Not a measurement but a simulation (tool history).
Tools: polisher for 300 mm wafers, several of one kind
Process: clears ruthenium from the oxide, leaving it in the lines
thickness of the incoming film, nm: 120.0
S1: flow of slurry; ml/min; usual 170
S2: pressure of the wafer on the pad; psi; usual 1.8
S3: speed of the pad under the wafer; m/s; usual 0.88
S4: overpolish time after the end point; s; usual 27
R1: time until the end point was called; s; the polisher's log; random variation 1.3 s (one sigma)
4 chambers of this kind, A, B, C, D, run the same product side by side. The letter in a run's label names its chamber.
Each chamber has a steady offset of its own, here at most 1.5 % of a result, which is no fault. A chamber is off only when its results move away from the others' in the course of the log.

run	day	S1	S2	S3	S4	R1
1B	0.367	170	1.8	0.88	27	124.46
2C	0.533	170	1.8	0.88	27	123.20
# day 0.642: chamber A: slurry nozzle cleaned
3A	0.754	170	1.8	0.88	27	122.92
4D	1.108	170	1.8	0.88	27	125.15
# day 1.383: chamber A: worn pad replaced by a new one
5B	1.421	170	1.8	0.88	27	124.36
# day 1.554: chamber D: worn pad replaced by a new one
6C	1.779	170	1.8	0.88	27	123.63
7A	2.012	145	1.8	0.64	27	170.29
# day 2.088: chamber C: worn pad replaced by a new one
# day 2.125: chamber B: worn pad replaced by a new one
8D	2.354	145	1.8	0.64	27	172.94
9D	2.675	145	1.8	0.64	27	174.93
10A	2.933	145	1.8	0.64	27	169.76
11C	3.188	170	1.8	0.88	27	123.14
12B	3.438	170	1.8	0.88	27	122.89
13C	3.654	170	1.8	0.88	27	122.43
14B	3.825	170	1.8	0.88	27	123.75
# day 4.192: chamber C: head pressure recalibrated
15D	4.192	230	1.8	0.88	36	120.27
16A	4.508	230	1.8	0.88	36	118.18
17C	4.846	230	1.8	0.88	36	119.38
18B	5.196	230	1.8	0.88	36	118.09
# day 5.362: chamber B: worn pad replaced by a new one
19A	5.550	170	1.8	0.88	27	119.69
20D	5.717	170	1.8	0.88	27	126.08
# day 5.750: chamber C: slurry nozzle cleaned
21A	5.983	170	1.8	0.88	27	121.48
22C	6.308	170	1.8	0.88	27	121.92
23D	6.596	170	1.8	0.88	27	129.77
24B	6.871	170	1.8	0.88	27	121.96
25C	7.083	230	1.8	0.70	27	149.89
# day 7.258: chamber D: worn pad replaced by a new one
26A	7.288	230	1.8	0.70	27	145.74
# day 7.358: chamber C: worn pad replaced by a new one
27B	7.467	230	1.8	0.70	27	148.47
28D	7.712	230	1.8	0.70	27	157.91
# day 7.908: chamber A: worn pad replaced by a new one
29C	7.917	170	1.8	0.88	27	124.11
30A	8.204	170	1.5	0.88	42	148.54
31B	8.575	170	1.5	0.88	42	150.00
32D	8.900	170	1.5	0.88	42	159.09
# day 9.025: chamber A: slurry nozzle cleaned
33B	9.167	170	1.5	0.88	42	146.74
# day 9.246: chamber B: worn pad replaced by a new one
34A	9.483	170	1.8	0.88	27	121.02
35C	9.796	170	1.8	0.88	27	124.48
36D	9.996	170	1.8	0.88	27	134.40
37C	10.183	170	1.8	0.88	27	124.98
38B	10.392	170	1.8	0.88	27	124.53
39A	10.625	170	1.8	0.88	27	122.42
40D	10.950	170	1.3	0.88	32	187.88
41A	11.158	170	1.3	0.88	32	166.74
42D	11.421	170	1.3	0.88	32	188.87
43C	11.583	170	1.3	0.88	32	172.53
44B	11.754	170	1.8	0.88	27	123.76

What goes on in this fleet: one chamber off, a drifting gauge, or nothing beyond the chambers' own small offsets? Name the chamber and the cause, if any.

Chamber D drifts away from the others.
Cause: head's pressure below its setpoint, % = 7.9.
The log may not tell that from: slurry flow missing at the pad, %.

Here are 4 candidates for chamber D's next run, each the usual settings with a change, their results left as question marks. Which one brings its results back in line with what the others give on the usual settings?
In line means no further than this from the other chambers' mean on the usual settings: R1 4.50 s
45D-1	12.021	170	1.8	0.80	27	?
45D-2	12.021	175	2.0	0.98	27	?
45D-3	12.021	170	1.9	0.92	27	?
45D-4	12.021	170	1.8	0.70	27	?

The other chambers' mean on the usual settings: R1 123.18 s
run	R1
45D-1	150.03
45D-2	109.98
45D-3	123.80
45D-4	171.18
45D-3 brings the chamber back in line.

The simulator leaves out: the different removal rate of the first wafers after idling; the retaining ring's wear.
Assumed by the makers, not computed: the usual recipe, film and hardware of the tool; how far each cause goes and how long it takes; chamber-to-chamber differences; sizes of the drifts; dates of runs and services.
